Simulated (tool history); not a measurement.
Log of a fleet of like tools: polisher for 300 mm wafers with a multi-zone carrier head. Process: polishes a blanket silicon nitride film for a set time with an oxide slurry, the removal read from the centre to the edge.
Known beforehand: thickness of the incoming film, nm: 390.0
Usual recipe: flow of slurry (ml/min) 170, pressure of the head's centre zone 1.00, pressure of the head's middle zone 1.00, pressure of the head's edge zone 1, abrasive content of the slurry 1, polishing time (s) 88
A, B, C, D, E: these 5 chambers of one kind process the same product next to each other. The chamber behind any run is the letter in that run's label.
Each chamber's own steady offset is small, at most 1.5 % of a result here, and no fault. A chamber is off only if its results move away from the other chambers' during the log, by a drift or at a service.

run   hour  flow of slurry (ml/min)  pressure of the head's centre zone  pressure of the head's middle zone  pressure of the head's edge zone  abrasive content of the slurry  polishing time (s)  wafers polished on this pad  hours since the slurry nozzle was cleaned  hours since the centre zone pressure was calibrated  hours since the edge zone pressure was calibrated  film removed at the wafer's centre (Å)  film removed at mid-radius (Å)  film removed at the wafer's edge (Å)
 1B    8.7                      170                                1.00                                1.00                                 1                               1                  88                          465                                      439.2                                                347.6                                              738.2                                  570.99                          563.02                                582.16
 2E   17.0                      170                                1.00                                1.00                                 1                               1                  88                          667                                      153.4                                                351.9                                              471.4                                  571.10                          579.17                                585.80
      17.7  -- chamber D: worn pad replaced by a new one
      22.6  -- chamber C: worn pad replaced by a new one
 3D   26.9                      170                                1.00                                1.00                                 1                               1                  88                          106                                      225.0                                                440.9                                              610.8                                  578.66                          583.73                                578.89
      34.9  -- chamber C: slurry nozzle cleaned
 4A   35.4                      170                                1.00                                1.00                                 1                               1                  88                          847                                      255.0                                                227.3                                              226.7                                  579.84                          577.16                                568.75
      35.6  -- chamber A: worn pad replaced by a new one
      48.9  -- chamber B: worn pad replaced by a new one
 5C   49.3                      170                                1.00                                1.00                                 1                               1                  88                          308                                       14.5                                                 65.3                                              772.7                                  568.90                          583.54                                563.06
 6B   61.1                      170                                1.00                                1.00                                 1                               1                  88                          141                                      491.6                                                400.0                                              790.6                                  567.03                          571.06                                577.88
      63.3  -- chamber E: worn pad replaced by a new one
 7E   74.8                      170                                1.00                                1.00                                 1                               1                  88                          133                                      211.2                                                409.7                                              529.2                                  564.61                          581.44                                574.05
 8A   81.5                      170                                1.00                                1.08                                 1                               1                 109                          529                                      301.1                                                273.4                                              272.8                                  710.57                          768.13                                728.16
 9C   89.0                      170                                1.00                                1.08                                 1                               1                 109                          765                                       54.2                                                105.0                                              812.4                                  699.40                          761.64                                712.52
      96.0  -- chamber B: slurry nozzle cleaned
      97.2  -- chamber C: worn pad replaced by a new one
10D  100.9                      170                                1.00                                1.08                                 1                               1                 109                          959                                      299.0                                                514.9                                              684.8                                  714.15                          767.08                                704.17
     107.0  -- chamber A: worn pad replaced by a new one
11E  109.8                      170                                1.00                                1.08                                 1                               1                 109                          536                                      246.2                                                444.7                                              564.2                                  703.65                          776.03                                716.10
12D  120.1                      170                                1.00                                1.08                                 1                               1                 109                         1180                                      318.2                                                534.1                                              704.0                                  730.10                          768.85                                706.61
     122.2  -- chamber B: worn pad replaced by a new one
     126.0  -- chamber D: worn pad replaced by a new one
13B  131.0                      170                                1.00                                1.00                                 1                               1                  88                          101                                       35.1                                                469.9                                              860.5                                  576.07                          561.11                                560.07
14C  140.7                      170                                1.00                                1.00                                 1                               1                  88                          501                                      105.9                                                156.7                                              864.1                                  571.63                          572.09                                587.44
15A  152.0                      170                                1.00                                1.00                                 1                               1                  88                          518                                      371.6                                                343.9                                              343.3                                  569.22                          593.41                                561.73
     161.0  -- chamber C: worn pad replaced by a new one
16E  163.9                      170                                1.00                                1.00                                 1                               1                  88                         1160                                      300.3                                                498.8                                              618.3                                  569.12                          561.00                                578.74
     171.5  -- chamber A: worn pad replaced by a new one
17A  177.1                      170                                1.00                                1.00                                 1                               1                  88                           64                                      396.7                                                369.0                                              368.4                                  563.87                          579.41                                570.01
     179.3  -- chamber D: edge zone pressure recalibrated
     181.2  -- chamber E: worn pad replaced by a new one
18C  190.8                      170                                1.00                                1.00                                 1                               1                  88                          344                                      156.0                                                206.8                                              914.2                                  579.15                          574.45                                582.04
     191.2  -- chamber B: worn pad replaced by a new one
     193.7  -- chamber B: edge zone pressure recalibrated
19D  205.1                      170                                1.00                                1.00                                 1                               1                  88                          912                                      403.2                                                619.1                                               25.9                                  581.48                          581.21                                573.82
20B  219.0                      170                                1.00                                1.00                                 1                               1                  88                          321                                      123.1                                                557.9                                               25.4                                  566.25                          566.06                                568.51
     223.5  -- chamber C: worn pad replaced by a new one
21A  233.3                      170                                1.00                                1.00                                 1                               1                  88                          712                                      452.9                                                425.2                                              424.6                                  556.16                          560.87                                567.61
     239.1  -- chamber D: worn pad replaced by a new one
22E  246.0                      170                                1.00                                1.00                                 1                               1                  88                          747                                      382.4                                                580.9                                              700.4                                  569.11                          594.52                                583.92
     252.5  -- chamber A: worn pad replaced by a new one
     254.7  -- chamber B: worn pad replaced by a new one
23C  260.9                      120                                1.00                                1.00                                 1                               1                  88                          431                                      226.1                                                276.9                                              984.3                                  526.96                          532.55                                535.89
24D  270.8                      120                                1.00                                1.00                                 1                               1                  88                          366                                      468.9                                                684.8                                               91.6                                  541.70                          546.90                                539.19
25B  284.1                      120                                1.00                                1.00                                 1                               1                  88                          338                                      188.2                                                623.0                                               90.5                                  531.29                          531.37                                531.05
26A  294.3                      120                                1.00                                1.00                                 1                               1                  88                          482                                      513.9                                                486.2                                              485.6                                  500.18                          509.19                                535.89
     300.8  -- chamber C: worn pad replaced by a new one
27B  302.8                      120                                1.00                                1.00                                 1                               1                  88                          554                                      206.9                                                641.7                                              109.2                                  531.21                          533.41                                538.37
     306.8  -- chamber E: centre zone pressure recalibrated
     307.8  -- chamber D: slurry nozzle cleaned
28E  315.0                      170                                1.00                                1.00                                 1                               1                  88                         1542                                      451.4                                                  8.2                                              769.4                                  568.74                          578.36                                570.62
     319.2  -- chamber B: worn pad replaced by a new one
     320.4  -- chamber B: centre zone pressure recalibrated
29D  325.1                      170                                1.00                                1.00                                 1                               1                  88                          991                                       17.3                                                739.1                                              145.9                                  585.28                          574.62                                574.90
     332.3  -- chamber D: worn pad replaced by a new one
30C  332.3                      170                                1.00                                1.00                                 1                               1                  88                          363                                      297.5                                                348.3                                             1055.7                                  565.19                          585.70                                576.08
31B  341.9                      170                                1.00                                1.00                                 1                               1                  88                          261                                      246.0                                                 21.5                                              148.3                                  574.95                          579.22                                568.01
     354.4  -- chamber D: centre zone pressure recalibrated
32D  355.2                      170                                1.00                                1.00                                 1                               1                  88                          264                                       47.4                                                  0.9                                              176.0                                  576.14                          589.93                                576.71
33C  362.9                      170                                1.00                                1.00                                 1                               1                  88                          716                                      328.1                                                378.9                                             1086.3                                  566.55                          584.51                                581.87

Is one chamber out of step, is the gauge drifting, or do the chambers differ by no more than their own small offsets? For an off chamber, give its letter and the likeliest cause.

One chamber, A, drifts off from the rest bit by bit.
Cause: slurry flow missing at the pad, % = 20.

Chamber A could run next with any of the 4 candidate recipes listed below; each alters the usual settings, and their results appear as question marks. Which one brings its results back in line with what the other chambers deliver on the usual settings?
A result is in line if it is within this distance of the other chambers' mean on the usual settings: film removed at the wafer's centre (Å) 17.00; film removed at mid-radius (Å) 26.00; film removed at the wafer's edge (Å) 28.00
34A-1  373.6                      175                                1.01                                1.01                              0.99                               1                  90                                                                                                                                                                                                                       ?                               ?                                     ?
34A-2  373.6                      175                                1.03                                1.02                              0.98                               1                  92                                                                                                                                                                                                                       ?                               ?                                     ?
34A-3  373.6                      165                                0.99                                0.99                              1.01                               1                  86                                                                                                                                                                                                                       ?                               ?                                     ?
34A-4  373.6                      165                                0.97                                0.98                              1.02                               1                  84                                                                                                                                                                                                                       ?                               ?                                     ?

Mean of the other chambers on the usual settings: film removed at the wafer's centre (Å) 572.57; film removed at mid-radius (Å) 576.04; film removed at the wafer's edge (Å) 573.49
  run  film removed at the wafer's centre (Å)  film removed at mid-radius (Å)  film removed at the wafer's edge (Å)
34A-1                                  572.09                          577.63                                578.22
34A-2                                  597.63                          595.80                                587.90
34A-3                                  527.03                          535.14                                553.45
34A-4                                  503.23                          517.88                                543.44
34A-1 puts the chamber back in line with the other chambers.
